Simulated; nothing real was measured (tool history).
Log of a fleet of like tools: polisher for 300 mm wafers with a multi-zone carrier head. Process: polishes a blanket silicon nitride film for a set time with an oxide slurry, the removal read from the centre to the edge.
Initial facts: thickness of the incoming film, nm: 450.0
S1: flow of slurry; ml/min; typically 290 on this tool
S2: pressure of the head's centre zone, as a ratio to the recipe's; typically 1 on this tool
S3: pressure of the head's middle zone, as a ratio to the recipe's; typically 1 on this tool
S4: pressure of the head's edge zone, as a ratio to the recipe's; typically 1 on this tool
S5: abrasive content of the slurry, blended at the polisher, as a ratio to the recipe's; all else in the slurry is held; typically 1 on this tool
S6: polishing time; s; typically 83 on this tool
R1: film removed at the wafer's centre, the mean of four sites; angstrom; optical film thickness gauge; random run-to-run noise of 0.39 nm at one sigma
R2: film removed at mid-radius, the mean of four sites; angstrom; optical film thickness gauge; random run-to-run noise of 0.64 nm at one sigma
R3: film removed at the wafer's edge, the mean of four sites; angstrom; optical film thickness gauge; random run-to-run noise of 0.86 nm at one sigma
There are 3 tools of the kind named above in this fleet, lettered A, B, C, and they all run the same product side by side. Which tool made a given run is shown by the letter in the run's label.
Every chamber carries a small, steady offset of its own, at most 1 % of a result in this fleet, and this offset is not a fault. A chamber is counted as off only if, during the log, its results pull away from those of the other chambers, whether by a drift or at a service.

run   hour   S1   S2  S3  S4   S5  S6      R1      R2      R3
 1B    5.9  290    1   1   1    1  83  634.01  627.86  628.37
 2A   12.7  290    1   1   1    1  83  634.98  634.87  620.11
      16.2  -- chamber C: worn pad replaced by a new one
 3C   18.5  290    1   1   1    1  83  630.04  630.55  617.56
 4C   24.2  290    1   1   1    1  83  629.16  624.76   627.2
      25.8  -- chamber A: worn pad replaced by a new one
 5B   30.4  290    1   1   1    1  92   705.6  698.67  698.67
 6A   35.6  290    1   1   1    1  92  698.56  694.33  691.27
 7B     40  290    1   1   1    1  92  703.06   709.7  680.35
 8A   45.1  290    1   1   1    1  83  630.01     641  624.29
 9C   49.3  290    1   1   1    1  83  629.79  632.77  625.07
10B     56  210    1   1   1    1  83  607.22  600.01  607.68
11C   59.9  210    1   1   1    1  83  596.63  612.28  612.47
12A   63.5  210    1   1   1    1  83  612.07  611.64   595.9
      67.2  -- chamber C: worn pad replaced by a new one
13A   70.8  290  0.9   1   1    1  83  571.94  633.06   633.8
      76.6  -- chamber B: centre zone pressure recalibrated
14C   76.6  290  0.9   1   1    1  83  557.39   626.4  622.21
      76.7  -- chamber B: worn pad replaced by a new one
15B     84  290  0.9   1   1    1  83  600.18   624.5  621.03
      85.1  -- chamber A: worn pad replaced by a new one
16C   89.2  290    1   1   1    1  83  621.79  619.86  630.93
17A   92.4  290    1   1   1    1  83  636.28  643.32   618.3
18B   95.9  290    1   1   1    1  83   672.6  618.79  639.84
19A    100  290    1   1   1    1  72  553.58  533.09   536.5
20C  107.2  290    1   1   1    1  72  545.59  549.26  541.82
21B  114.5  290    1   1   1    1  72  577.17  541.99  552.62
       118  -- chamber C: worn pad replaced by a new one
22B  120.9  290    1   1   1  1.1  83   690.6  664.62  666.93
23C  124.3  290    1   1   1  1.1  83  650.45  639.55  646.67

Decide between three cases: one chamber stands off from its peers, the gauge reading all wafers drifts, or nothing is wrong past each chamber's small offset. Where a chamber is off, say which and what most likely put it there.

Chamber B has stood off from the others ever since a service on it.
Likeliest cause: centre zone's pressure above its setpoint, % = 4.88.

Below are 4 candidate recipes for chamber B's next run, each the usual settings with a change, their results shown as question marks. Which of them brings B's results back in line with what the other chambers give on the usual settings?
A result is in line if it is within this distance of the other chambers' mean on the usual settings: R1 14 angstrom; R2 22 angstrom; R3 30 angstrom
24B-1  129.6  295  1.04  0.99  0.98   1  84   ?   ?   ?
24B-2  129.6  295  1.08  0.99  0.97   1  84   ?   ?   ?
24B-3  129.6  285  0.96  1.01  1.02   1  82   ?   ?   ?
24B-4  129.6  285  0.93  1.01  1.03   1  82   ?   ?   ?

Mean of the other chambers on the usual settings: R1 629.77 angstrom; R2 627.83 angstrom; R3 628.95 angstrom
  run      R1      R2      R3
24B-1  705.69  637.25  628.31
24B-2  734.85  637.11  624.92
24B-3  629.64  631.83  624.73
24B-4  608.37  631.93  628.02
Change 24B-3 lands the chamber within the allowed miss of the other chambers.
